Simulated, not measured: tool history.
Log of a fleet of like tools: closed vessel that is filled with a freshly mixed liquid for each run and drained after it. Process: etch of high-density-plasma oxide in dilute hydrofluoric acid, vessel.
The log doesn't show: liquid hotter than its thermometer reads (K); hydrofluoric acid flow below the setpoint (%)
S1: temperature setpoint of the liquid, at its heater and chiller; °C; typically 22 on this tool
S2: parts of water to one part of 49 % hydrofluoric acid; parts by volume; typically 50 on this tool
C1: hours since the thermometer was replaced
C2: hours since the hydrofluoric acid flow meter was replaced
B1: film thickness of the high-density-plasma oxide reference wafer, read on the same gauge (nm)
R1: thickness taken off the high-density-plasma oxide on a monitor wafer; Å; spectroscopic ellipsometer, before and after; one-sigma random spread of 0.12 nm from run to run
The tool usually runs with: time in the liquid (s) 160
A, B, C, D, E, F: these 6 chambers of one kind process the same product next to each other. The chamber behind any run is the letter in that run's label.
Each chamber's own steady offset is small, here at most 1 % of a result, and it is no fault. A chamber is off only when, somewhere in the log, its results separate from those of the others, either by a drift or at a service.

Run 1B, hour 4.0: usual settings; C1 191.6; C2 281.4; B1 139.97. Result: R1 172.33 Å.
Run 2F, hour 7.6: usual settings; C1 987.9; C2 737.4; B1 139.99. Result: R1 169.32 Å.
Run 3E, hour 11.5: usual settings; C1 397.5; C2 2270.4; B1 140.01. Result: R1 171.30 Å.
Run 4D, hour 15.9: usual settings; C1 332.1; C2 844.5; B1 139.99. Result: R1 172.13 Å.
At hour 18.0: chamber A: hydrofluoric acid flow meter replaced.
Run 5C, hour 21.5: usual settings but time in the liquid (s) 205; C1 325.4; C2 1306.1; B1 139.99. Result: R1 219.49 Å.
Run 6A, hour 25.0: usual settings but time in the liquid (s) 205; C1 986.5; C2 7.1; B1 140.01. Result: R1 219.94 Å.
Run 7E, hour 28.4: usual settings but time in the liquid (s) 205; C1 414.4; C2 2287.3; B1 140.00. Result: R1 222.04 Å.
Run 8F, hour 31.4: usual settings but time in the liquid (s) 205; C1 1011.7; C2 761.2; B1 140.01. Result: R1 218.29 Å.
Run 9C, hour 35.8: usual settings but time in the liquid (s) 205; C1 339.7; C2 1320.4; B1 140.00. Result: R1 218.65 Å.
Run 10D, hour 38.8: usual settings but time in the liquid (s) 205; C1 355.0; C2 867.4; B1 140.00. Result: R1 218.16 Å.
Run 11B, hour 44.6: usual settings; C1 232.2; C2 322.0; B1 140.01. Result: R1 173.17 Å.
Run 12A, hour 47.6: usual settings but S1 24 °C, time in the liquid (s) 115; C1 1009.1; C2 29.7; B1 140.02. Result: R1 133.77 Å.
Run 13B, hour 52.2: usual settings but S1 24 °C, time in the liquid (s) 115; C1 239.8; C2 329.6; B1 139.99. Result: R1 134.75 Å.
Run 14C, hour 55.3: usual settings but S1 24 °C, time in the liquid (s) 115; C1 359.2; C2 1339.9; B1 140.00. Result: R1 132.78 Å.
Run 15D, hour 60.3: usual settings but S1 24 °C, time in the liquid (s) 115; C1 376.5; C2 888.9; B1 140.00. Result: R1 134.32 Å.
Run 16A, hour 64.2: usual settings but S1 24 °C, time in the liquid (s) 115; C1 1025.7; C2 46.3; B1 139.99. Result: R1 132.17 Å.
Run 17F, hour 69.4: usual settings but S1 24 °C, time in the liquid (s) 115; C1 1049.7; C2 799.2; B1 140.00. Result: R1 136.61 Å.
Run 18E, hour 73.8: usual settings; C1 459.8; C2 2332.7; B1 140.01. Result: R1 170.89 Å.
Run 19B, hour 76.6: usual settings; C1 264.2; C2 354.0; B1 139.98. Result: R1 171.98 Å.
Run 20E, hour 80.0: usual settings; C1 466.0; C2 2338.9; B1 139.99. Result: R1 171.35 Å.
Run 21A, hour 84.3: usual settings; C1 1045.8; C2 66.4; B1 140.02. Result: R1 170.00 Å.
Run 22D, hour 88.6: usual settings; C1 404.8; C2 917.2; B1 140.01. Result: R1 172.05 Å.
Run 23F, hour 92.6: usual settings; C1 1072.9; C2 822.4; B1 140.01. Result: R1 178.67 Å.
Run 24C, hour 96.6: usual settings but S1 25 °C; C1 400.5; C2 1381.2; B1 139.99. Result: R1 192.85 Å.
At hour 99.8: chamber D: hydrofluoric acid flow meter replaced.
Run 25A, hour 102.3: usual settings but S1 25 °C; C1 1063.8; C2 84.4; B1 140.00. Result: R1 193.74 Å.
Run 26C, hour 106.3: usual settings but S1 25 °C; C1 410.2; C2 1390.9; B1 140.00. Result: R1 192.19 Å.
Run 27D, hour 109.6: usual settings but S1 25 °C; C1 425.8; C2 9.9; B1 139.99. Result: R1 194.53 Å.
At hour 113.1: chamber E: hydrofluoric acid flow meter replaced.
Run 28E, hour 115.2: usual settings but S1 25 °C; C1 501.2; C2 2.1; B1 140.01. Result: R1 196.08 Å.
Run 29F, hour 119.7: usual settings but S1 25 °C; C1 1100.0; C2 849.5; B1 140.01. Result: R1 202.17 Å.
Run 30B, hour 124.7: usual settings; C1 312.3; C2 402.1; B1 140.00. Result: R1 171.78 Å.
Run 31B, hour 128.0: usual settings; C1 315.6; C2 405.4; B1 139.98. Result: R1 173.42 Å.
Run 32E, hour 132.0: usual settings; C1 518.0; C2 18.9; B1 140.01. Result: R1 171.68 Å.
Run 33D, hour 136.5: usual settings; C1 452.7; C2 36.8; B1 140.02. Result: R1 172.55 Å.
Run 34C, hour 140.4: usual settings; C1 444.3; C2 1425.0; B1 140.00. Result: R1 170.31 Å.
Run 35A, hour 146.2: usual settings; C1 1107.7; C2 128.3; B1 140.00. Result: R1 171.54 Å.
Run 36F, hour 149.0: usual settings; C1 1129.3; C2 878.8; B1 139.99. Result: R1 186.67 Å.
Run 37B, hour 152.3: usual settings; C1 339.9; C2 429.7; B1 140.00. Result: R1 168.54 Å.
Run 38D, hour 155.3: usual settings; C1 471.5; C2 55.6; B1 140.00. Result: R1 172.22 Å.
Run 39F, hour 158.8: usual settings; C1 1139.1; C2 888.6; B1 139.99. Result: R1 186.55 Å.
Run 40E, hour 164.4: usual settings; C1 550.4; C2 51.3; B1 140.00. Result: R1 172.47 Å.
Run 41C, hour 167.2: usual settings but S2 30 parts by volume, time in the liquid (s) 220; C1 471.1; C2 1451.8; B1 140.00. Result: R1 410.42 Å.
Run 42A, hour 170.4: usual settings but S2 30 parts by volume, time in the liquid (s) 220; C1 1131.9; C2 152.5; B1 140.00. Result: R1 396.44 Å.
Run 43F, hour 175.6: usual settings but S2 30 parts by volume, time in the liquid (s) 220; C1 1155.9; C2 905.4; B1 140.00. Result: R1 446.17 Å.
Run 44D, hour 179.1: usual settings but S2 30 parts by volume, time in the liquid (s) 220; C1 495.3; C2 79.4; B1 139.98. Result: R1 406.35 Å.

What goes on in this fleet: one chamber off, a drifting gauge, or nothing beyond the chambers' own small offsets? Name the chamber and the cause, if any.

It is chamber F that slowly wanders off from its peers.
Cause: liquid hotter than its thermometer reads (K) = 2.38.
With only this log, it may be confused with: hydrofluoric acid flow above the setpoint (%).

Here are 4 candidates for chamber F's next run, each the usual settings with a change, their results left as question marks. Which one brings its results back in line with what the others give on the usual settings?
In-line tolerance around the mean of the other chambers on the usual settings: R1 4.30 Å
Run 45F-1, hour 183.4: usual settings but S1 22.5 °C, time in the liquid (s) 175. Result: R1 ?.
Run 45F-2, hour 183.4: usual settings but time in the liquid (s) 170. Result: R1 ?.
Run 45F-3, hour 183.4: usual settings but S2 55 parts by volume. Result: R1 ?.
Run 45F-4, hour 183.4: usual settings but time in the liquid (s) 150. Result: R1 ?.

The mean the other chambers reach with the usual settings: R1 171.36 Å
  run      R1
45F-1  211.78
45F-2  201.56
45F-3  171.14
45F-4  177.85
With 45F-3, the chamber falls back in line with the rest.
